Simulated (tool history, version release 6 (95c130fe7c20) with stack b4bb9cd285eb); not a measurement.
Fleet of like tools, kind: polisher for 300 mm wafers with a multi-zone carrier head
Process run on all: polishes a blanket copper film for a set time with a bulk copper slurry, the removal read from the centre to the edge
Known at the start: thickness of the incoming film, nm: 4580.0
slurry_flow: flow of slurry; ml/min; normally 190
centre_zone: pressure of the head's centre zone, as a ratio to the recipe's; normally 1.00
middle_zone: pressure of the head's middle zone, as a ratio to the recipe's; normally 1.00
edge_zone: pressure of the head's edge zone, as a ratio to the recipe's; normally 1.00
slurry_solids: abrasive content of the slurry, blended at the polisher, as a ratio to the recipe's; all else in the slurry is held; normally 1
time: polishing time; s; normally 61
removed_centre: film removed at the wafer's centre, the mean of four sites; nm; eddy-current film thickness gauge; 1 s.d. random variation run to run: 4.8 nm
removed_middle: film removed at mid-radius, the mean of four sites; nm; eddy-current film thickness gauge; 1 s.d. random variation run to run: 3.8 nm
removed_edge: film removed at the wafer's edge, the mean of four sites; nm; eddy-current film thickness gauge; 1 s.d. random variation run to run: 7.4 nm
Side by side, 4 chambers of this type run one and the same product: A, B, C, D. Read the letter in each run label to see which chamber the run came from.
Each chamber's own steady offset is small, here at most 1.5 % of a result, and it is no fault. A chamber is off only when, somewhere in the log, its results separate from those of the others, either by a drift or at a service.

{"hour": 2.2, "done": "chamber A: edge zone pressure recalibrated"}
{"hour": 5.1, "done": "chamber A: worn pad replaced by a new one"}
{"run": "1A", "hour": 8.2, "slurry_flow": 190, "centre_zone": 1.0, "middle_zone": 1.0, "edge_zone": 1.0, "slurry_solids": 1, "time": 61, "removed_centre": 545.86, "removed_middle": 541.75, "removed_edge": 539.53}
{"hour": 12.7, "done": "chamber B: worn pad replaced by a new one"}
{"run": "2C", "hour": 19.0, "slurry_flow": 190, "centre_zone": 1.0, "middle_zone": 1.0, "edge_zone": 1.0, "slurry_solids": 1, "time": 61, "removed_centre": 537.9, "removed_middle": 535.95, "removed_edge": 538.73}
{"run": "3D", "hour": 28.8, "slurry_flow": 190, "centre_zone": 1.0, "middle_zone": 1.0, "edge_zone": 1.0, "slurry_solids": 1, "time": 61, "removed_centre": 541.77, "removed_middle": 544.61, "removed_edge": 548.66}
{"hour": 30.0, "done": "chamber C: slurry nozzle cleaned"}
{"run": "4B", "hour": 36.5, "slurry_flow": 190, "centre_zone": 1.0, "middle_zone": 1.0, "edge_zone": 1.0, "slurry_solids": 1, "time": 61, "removed_centre": 542.38, "removed_middle": 533.3, "removed_edge": 554.02}
{"run": "5A", "hour": 43.2, "slurry_flow": 190, "centre_zone": 1.0, "middle_zone": 1.0, "edge_zone": 1.0, "slurry_solids": 1, "time": 61, "removed_centre": 550.13, "removed_middle": 544.66, "removed_edge": 538.11}
{"run": "6C", "hour": 50.5, "slurry_flow": 190, "centre_zone": 0.96, "middle_zone": 1.05, "edge_zone": 1.0, "slurry_solids": 1, "time": 61, "removed_centre": 515.29, "removed_middle": 564.39, "removed_edge": 538.34}
{"hour": 55.7, "done": "chamber A: worn pad replaced by a new one"}
{"run": "7B", "hour": 57.3, "slurry_flow": 190, "centre_zone": 0.96, "middle_zone": 1.05, "edge_zone": 1.0, "slurry_solids": 1, "time": 61, "removed_centre": 522.59, "removed_middle": 559.12, "removed_edge": 539.47}
{"hour": 58.4, "done": "chamber D: worn pad replaced by a new one"}
{"run": "8D", "hour": 63.8, "slurry_flow": 190, "centre_zone": 0.96, "middle_zone": 1.05, "edge_zone": 1.0, "slurry_solids": 1, "time": 61, "removed_centre": 514.33, "removed_middle": 569.33, "removed_edge": 539.88}
{"run": "9C", "hour": 69.0, "slurry_flow": 190, "centre_zone": 0.96, "middle_zone": 1.05, "edge_zone": 1.0, "slurry_solids": 1, "time": 61, "removed_centre": 511.76, "removed_middle": 564.44, "removed_edge": 543.22}
{"run": "10B", "hour": 76.6, "slurry_flow": 190, "centre_zone": 1.0, "middle_zone": 1.0, "edge_zone": 1.0, "slurry_solids": 1, "time": 61, "removed_centre": 543.89, "removed_middle": 536.11, "removed_edge": 539.16}
{"run": "11D", "hour": 84.5, "slurry_flow": 190, "centre_zone": 1.0, "middle_zone": 1.0, "edge_zone": 1.0, "slurry_solids": 1, "time": 61, "removed_centre": 545.12, "removed_middle": 545.84, "removed_edge": 552.1}
{"hour": 89.9, "done": "chamber B: worn pad replaced by a new one"}
{"run": "12A", "hour": 92.8, "slurry_flow": 190, "centre_zone": 1.0, "middle_zone": 1.0, "edge_zone": 1.0, "slurry_solids": 1, "time": 61, "removed_centre": 535.76, "removed_middle": 543.31, "removed_edge": 545.2}
{"run": "13B", "hour": 101.8, "slurry_flow": 190, "centre_zone": 1.0, "middle_zone": 1.0, "edge_zone": 1.11, "slurry_solids": 1, "time": 77, "removed_centre": 680.71, "removed_middle": 680.57, "removed_edge": 724.52}
{"hour": 103.3, "done": "chamber A: slurry nozzle cleaned"}
{"hour": 104.2, "done": "chamber A: worn pad replaced by a new one"}
{"run": "14D", "hour": 108.8, "slurry_flow": 190, "centre_zone": 1.0, "middle_zone": 1.0, "edge_zone": 1.11, "slurry_solids": 1, "time": 77, "removed_centre": 680.87, "removed_middle": 676.08, "removed_edge": 718.1}
{"run": "15A", "hour": 115.3, "slurry_flow": 190, "centre_zone": 1.0, "middle_zone": 1.0, "edge_zone": 1.11, "slurry_solids": 1, "time": 77, "removed_centre": 694.62, "removed_middle": 682.51, "removed_edge": 722.98}
{"run": "16C", "hour": 121.8, "slurry_flow": 190, "centre_zone": 1.0, "middle_zone": 1.0, "edge_zone": 1.11, "slurry_solids": 1, "time": 77, "removed_centre": 654.36, "removed_middle": 657.68, "removed_edge": 694.97}
{"run": "17B", "hour": 132.0, "slurry_flow": 190, "centre_zone": 1.0, "middle_zone": 1.0, "edge_zone": 1.0, "slurry_solids": 1, "time": 61, "removed_centre": 546.41, "removed_middle": 536.76, "removed_edge": 541.56}
{"run": "18C", "hour": 139.6, "slurry_flow": 190, "centre_zone": 1.0, "middle_zone": 1.0, "edge_zone": 1.0, "slurry_solids": 1, "time": 61, "removed_centre": 520.05, "removed_middle": 508.61, "removed_edge": 537.35}
{"run": "19D", "hour": 146.6, "slurry_flow": 190, "centre_zone": 1.0, "middle_zone": 1.0, "edge_zone": 1.0, "slurry_solids": 1, "time": 61, "removed_centre": 546.95, "removed_middle": 543.4, "removed_edge": 530.69}
{"hour": 148.8, "done": "chamber A: worn pad replaced by a new one"}
{"hour": 152.7, "done": "chamber D: worn pad replaced by a new one"}
{"hour": 154.7, "done": "chamber B: worn pad replaced by a new one"}
{"run": "20A", "hour": 157.3, "slurry_flow": 190, "centre_zone": 1.0, "middle_zone": 0.89, "edge_zone": 1.0, "slurry_solids": 1, "time": 80, "removed_centre": 714.3, "removed_middle": 640.96, "removed_edge": 721.07}
{"run": "21A", "hour": 164.5, "slurry_flow": 190, "centre_zone": 1.0, "middle_zone": 0.89, "edge_zone": 1.0, "slurry_solids": 1, "time": 80, "removed_centre": 714.35, "removed_middle": 640.87, "removed_edge": 709.91}
{"run": "22C", "hour": 169.7, "slurry_flow": 190, "centre_zone": 1.0, "middle_zone": 0.89, "edge_zone": 1.0, "slurry_solids": 1, "time": 80, "removed_centre": 651.74, "removed_middle": 589.2, "removed_edge": 652.97}
{"run": "23D", "hour": 177.2, "slurry_flow": 190, "centre_zone": 1.0, "middle_zone": 0.89, "edge_zone": 1.0, "slurry_solids": 1, "time": 80, "removed_centre": 707.18, "removed_middle": 641.59, "removed_edge": 704.57}
{"run": "24B", "hour": 182.8, "slurry_flow": 190, "centre_zone": 1.0, "middle_zone": 1.0, "edge_zone": 1.0, "slurry_solids": 1, "time": 61, "removed_centre": 537.32, "removed_middle": 540.34, "removed_edge": 547.08}
{"run": "25C", "hour": 192.5, "slurry_flow": 190, "centre_zone": 1.0, "middle_zone": 1.0, "edge_zone": 1.0, "slurry_solids": 1, "time": 61, "removed_centre": 485.85, "removed_middle": 492.08, "removed_edge": 483.15}
{"run": "26B", "hour": 198.8, "slurry_flow": 190, "centre_zone": 1.0, "middle_zone": 1.0, "edge_zone": 1.0, "slurry_solids": 1, "time": 61, "removed_centre": 533.71, "removed_middle": 531.56, "removed_edge": 553.06}
{"hour": 200.5, "done": "chamber A: worn pad replaced by a new one"}
{"run": "27D", "hour": 204.7, "slurry_flow": 190, "centre_zone": 1.0, "middle_zone": 1.0, "edge_zone": 1.0, "slurry_solids": 1, "time": 61, "removed_centre": 542.42, "removed_middle": 542.14, "removed_edge": 542.71}
{"run": "28A", "hour": 212.2, "slurry_flow": 190, "centre_zone": 1.0, "middle_zone": 1.0, "edge_zone": 1.0, "slurry_solids": 1, "time": 61, "removed_centre": 539.43, "removed_middle": 545.76, "removed_edge": 535.04}

One chamber off, gauge drift, or nothing amiss beyond the chambers' own small offsets? If it is a chamber, which one, and what is the likeliest cause?

It is chamber C that slowly wanders off from its peers.
Most likely cause: removal rate lost through wear of the pad, % = 11.9.

Here are 4 candidates for chamber C's next run, each the usual settings with a change, their results left as question marks. Which one brings its results back in line with what the others give on the usual settings?
In line means no further than this from the other chambers' mean on the usual settings: removed_centre 17.00 nm; removed_middle 13.00 nm; removed_edge 26.00 nm
{"run": "29C-1", "hour": 220.4, "slurry_flow": 185, "centre_zone": 0.98, "middle_zone": 0.99, "edge_zone": 1.0, "slurry_solids": 0.95, "time": 51, "removed_centre": "?", "removed_middle": "?", "removed_edge": "?"}
{"run": "29C-2", "hour": 220.4, "slurry_flow": 195, "centre_zone": 1.02, "middle_zone": 1.0, "edge_zone": 1.0, "slurry_solids": 1.0, "time": 69, "removed_centre": "?", "removed_middle": "?", "removed_edge": "?"}
{"run": "29C-3", "hour": 220.4, "slurry_flow": 185, "centre_zone": 0.99, "middle_zone": 0.99, "edge_zone": 1.0, "slurry_solids": 1.0, "time": 54, "removed_centre": "?", "removed_middle": "?", "removed_edge": "?"}
{"run": "29C-4", "hour": 220.4, "slurry_flow": 195, "centre_zone": 1.02, "middle_zone": 1.01, "edge_zone": 1.0, "slurry_solids": 1.05, "time": 73, "removed_centre": "?", "removed_middle": "?", "removed_edge": "?"}

What the other chambers average on the usual settings: removed_centre 542.70 nm; removed_middle 540.19 nm; removed_edge 543.07 nm
run=29C-1 removed_centre=379.00 removed_middle=386.57 removed_edge=396.57
run=29C-2 removed_centre=547.17 removed_middle=537.99 removed_edge=545.75
run=29C-3 removed_centre=410.36 removed_middle=413.82 removed_edge=424.56
run=29C-4 removed_centre=585.07 removed_middle=580.46 removed_edge=583.43
Change 29C-2 lands the chamber within the allowed miss of the other chambers.
